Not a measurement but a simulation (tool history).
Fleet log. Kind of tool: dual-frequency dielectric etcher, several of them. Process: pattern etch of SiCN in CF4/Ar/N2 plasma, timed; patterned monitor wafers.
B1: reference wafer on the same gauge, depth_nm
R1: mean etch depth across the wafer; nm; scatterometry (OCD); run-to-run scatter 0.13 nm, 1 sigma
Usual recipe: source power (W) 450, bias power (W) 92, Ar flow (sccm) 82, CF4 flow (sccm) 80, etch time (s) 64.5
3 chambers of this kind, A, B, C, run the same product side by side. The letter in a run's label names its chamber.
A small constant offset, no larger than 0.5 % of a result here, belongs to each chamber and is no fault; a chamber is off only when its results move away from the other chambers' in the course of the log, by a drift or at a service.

run 1A hour=4.9 | source_power_(W)=450 bias_power_(W)=92 Ar_flow_(sccm)=82 CF4_flow_(sccm)=80 etch_time_(s)=64.5 | B1=51.511 | R1=63.297
-- hour=7.3 chamber C: CF4 flow controller replaced
run 2B hour=10.5 | source_power_(W)=450 bias_power_(W)=92 Ar_flow_(sccm)=82 CF4_flow_(sccm)=80 etch_time_(s)=64.5 | B1=51.494 | R1=63.025
run 3C hour=15.1 | source_power_(W)=450 bias_power_(W)=92 Ar_flow_(sccm)=82 CF4_flow_(sccm)=80 etch_time_(s)=64.5 | B1=51.513 | R1=63.455
run 4C hour=20.7 | source_power_(W)=450 bias_power_(W)=92 Ar_flow_(sccm)=82 CF4_flow_(sccm)=80 etch_time_(s)=64.5 | B1=51.473 | R1=63.195
run 5B hour=26.7 | source_power_(W)=450 bias_power_(W)=92 Ar_flow_(sccm)=82 CF4_flow_(sccm)=80 etch_time_(s)=64.5 | B1=51.511 | R1=62.908
run 6A hour=32.6 | source_power_(W)=450 bias_power_(W)=92 Ar_flow_(sccm)=82 CF4_flow_(sccm)=80 etch_time_(s)=64.5 | B1=51.505 | R1=63.477
run 7B hour=38.4 | source_power_(W)=450 bias_power_(W)=92 Ar_flow_(sccm)=82 CF4_flow_(sccm)=80 etch_time_(s)=64.5 | B1=51.501 | R1=63.128
run 8A hour=42 | source_power_(W)=450 bias_power_(W)=92 Ar_flow_(sccm)=82 CF4_flow_(sccm)=80 etch_time_(s)=64.5 | B1=51.494 | R1=63.645
run 9C hour=48.1 | source_power_(W)=450 bias_power_(W)=92 Ar_flow_(sccm)=82 CF4_flow_(sccm)=80 etch_time_(s)=64.5 | B1=51.483 | R1=63.588
run 10C hour=54.3 | source_power_(W)=450 bias_power_(W)=92 Ar_flow_(sccm)=82 CF4_flow_(sccm)=80 etch_time_(s)=64.5 | B1=51.507 | R1=63.471
run 11A hour=57.2 | source_power_(W)=450 bias_power_(W)=92 Ar_flow_(sccm)=82 CF4_flow_(sccm)=80 etch_time_(s)=64.5 | B1=51.507 | R1=63.208
run 12B hour=63 | source_power_(W)=450 bias_power_(W)=92 Ar_flow_(sccm)=82 CF4_flow_(sccm)=80 etch_time_(s)=64.5 | B1=51.515 | R1=63.019
run 13B hour=66.1 | source_power_(W)=450 bias_power_(W)=84 Ar_flow_(sccm)=82 CF4_flow_(sccm)=80 etch_time_(s)=64.5 | B1=51.496 | R1=60.875
run 14C hour=70.4 | source_power_(W)=450 bias_power_(W)=84 Ar_flow_(sccm)=82 CF4_flow_(sccm)=80 etch_time_(s)=64.5 | B1=51.475 | R1=61.397
run 15A hour=75.5 | source_power_(W)=450 bias_power_(W)=84 Ar_flow_(sccm)=82 CF4_flow_(sccm)=80 etch_time_(s)=64.5 | B1=51.49 | R1=61.489
run 16A hour=78.9 | source_power_(W)=450 bias_power_(W)=92 Ar_flow_(sccm)=82 CF4_flow_(sccm)=80 etch_time_(s)=64.5 | B1=51.507 | R1=63.515
run 17B hour=82.4 | source_power_(W)=450 bias_power_(W)=92 Ar_flow_(sccm)=82 CF4_flow_(sccm)=80 etch_time_(s)=64.5 | B1=51.521 | R1=62.746
run 18C hour=88.1 | source_power_(W)=350 bias_power_(W)=92 Ar_flow_(sccm)=82 CF4_flow_(sccm)=71 etch_time_(s)=64.5 | B1=51.488 | R1=50.177
run 19B hour=91.5 | source_power_(W)=350 bias_power_(W)=92 Ar_flow_(sccm)=82 CF4_flow_(sccm)=71 etch_time_(s)=64.5 | B1=51.485 | R1=49.898
run 20A hour=96.6 | source_power_(W)=350 bias_power_(W)=92 Ar_flow_(sccm)=82 CF4_flow_(sccm)=71 etch_time_(s)=64.5 | B1=51.479 | R1=50.265
run 21C hour=101.3 | source_power_(W)=450 bias_power_(W)=92 Ar_flow_(sccm)=82 CF4_flow_(sccm)=80 etch_time_(s)=64.5 | B1=51.472 | R1=63.253
run 22C hour=104.4 | source_power_(W)=450 bias_power_(W)=92 Ar_flow_(sccm)=82 CF4_flow_(sccm)=80 etch_time_(s)=64.5 | B1=51.495 | R1=63.216
run 23B hour=108.3 | source_power_(W)=450 bias_power_(W)=92 Ar_flow_(sccm)=82 CF4_flow_(sccm)=80 etch_time_(s)=64.5 | B1=51.506 | R1=63.019
run 24A hour=111.5 | source_power_(W)=450 bias_power_(W)=92 Ar_flow_(sccm)=82 CF4_flow_(sccm)=80 etch_time_(s)=64.5 | B1=51.506 | R1=63.281
run 25B hour=118.1 | source_power_(W)=450 bias_power_(W)=92 Ar_flow_(sccm)=82 CF4_flow_(sccm)=80 etch_time_(s)=64.5 | B1=51.494 | R1=62.8
run 26C hour=122.4 | source_power_(W)=450 bias_power_(W)=92 Ar_flow_(sccm)=82 CF4_flow_(sccm)=80 etch_time_(s)=64.5 | B1=51.497 | R1=63.495
run 27A hour=125.3 | source_power_(W)=450 bias_power_(W)=92 Ar_flow_(sccm)=82 CF4_flow_(sccm)=80 etch_time_(s)=64.5 | B1=51.472 | R1=63.457
run 28A hour=130.2 | source_power_(W)=450 bias_power_(W)=92 Ar_flow_(sccm)=82 CF4_flow_(sccm)=80 etch_time_(s)=64.5 | B1=51.478 | R1=63.382
run 29C hour=136.5 | source_power_(W)=340 bias_power_(W)=92 Ar_flow_(sccm)=89 CF4_flow_(sccm)=80 etch_time_(s)=64.5 | B1=51.507 | R1=49.33
run 30B hour=142.4 | source_power_(W)=340 bias_power_(W)=92 Ar_flow_(sccm)=89 CF4_flow_(sccm)=80 etch_time_(s)=64.5 | B1=51.515 | R1=48.806
run 31C hour=149 | source_power_(W)=340 bias_power_(W)=92 Ar_flow_(sccm)=89 CF4_flow_(sccm)=80 etch_time_(s)=64.5 | B1=51.507 | R1=49.073
run 32A hour=155.1 | source_power_(W)=450 bias_power_(W)=92 Ar_flow_(sccm)=82 CF4_flow_(sccm)=80 etch_time_(s)=64.5 | B1=51.48 | R1=63.289
run 33B hour=161 | source_power_(W)=450 bias_power_(W)=92 Ar_flow_(sccm)=82 CF4_flow_(sccm)=80 etch_time_(s)=64.5 | B1=51.503 | R1=62.68
-- hour=164.1 chamber A: wet clean of the chamber
run 34C hour=165.1 | source_power_(W)=450 bias_power_(W)=92 Ar_flow_(sccm)=82 CF4_flow_(sccm)=80 etch_time_(s)=64.5 | B1=51.514 | R1=63.079
run 35A hour=171.3 | source_power_(W)=530 bias_power_(W)=92 Ar_flow_(sccm)=82 CF4_flow_(sccm)=91 etch_time_(s)=64.5 | B1=51.487 | R1=74.303
run 36B hour=174.4 | source_power_(W)=530 bias_power_(W)=92 Ar_flow_(sccm)=82 CF4_flow_(sccm)=91 etch_time_(s)=64.5 | B1=51.508 | R1=73.79
run 37A hour=178.2 | source_power_(W)=530 bias_power_(W)=92 Ar_flow_(sccm)=82 CF4_flow_(sccm)=91 etch_time_(s)=64.5 | B1=51.504 | R1=74.325
run 38B hour=183.2 | source_power_(W)=450 bias_power_(W)=92 Ar_flow_(sccm)=82 CF4_flow_(sccm)=80 etch_time_(s)=64.5 | B1=51.508 | R1=62.882

What goes on in this fleet: one chamber off, a drifting gauge, or nothing beyond the chambers' own small offsets? Name the chamber and the cause, if any.

All chambers stay in line apart from their small fixed offsets, and the gauge does not drift.
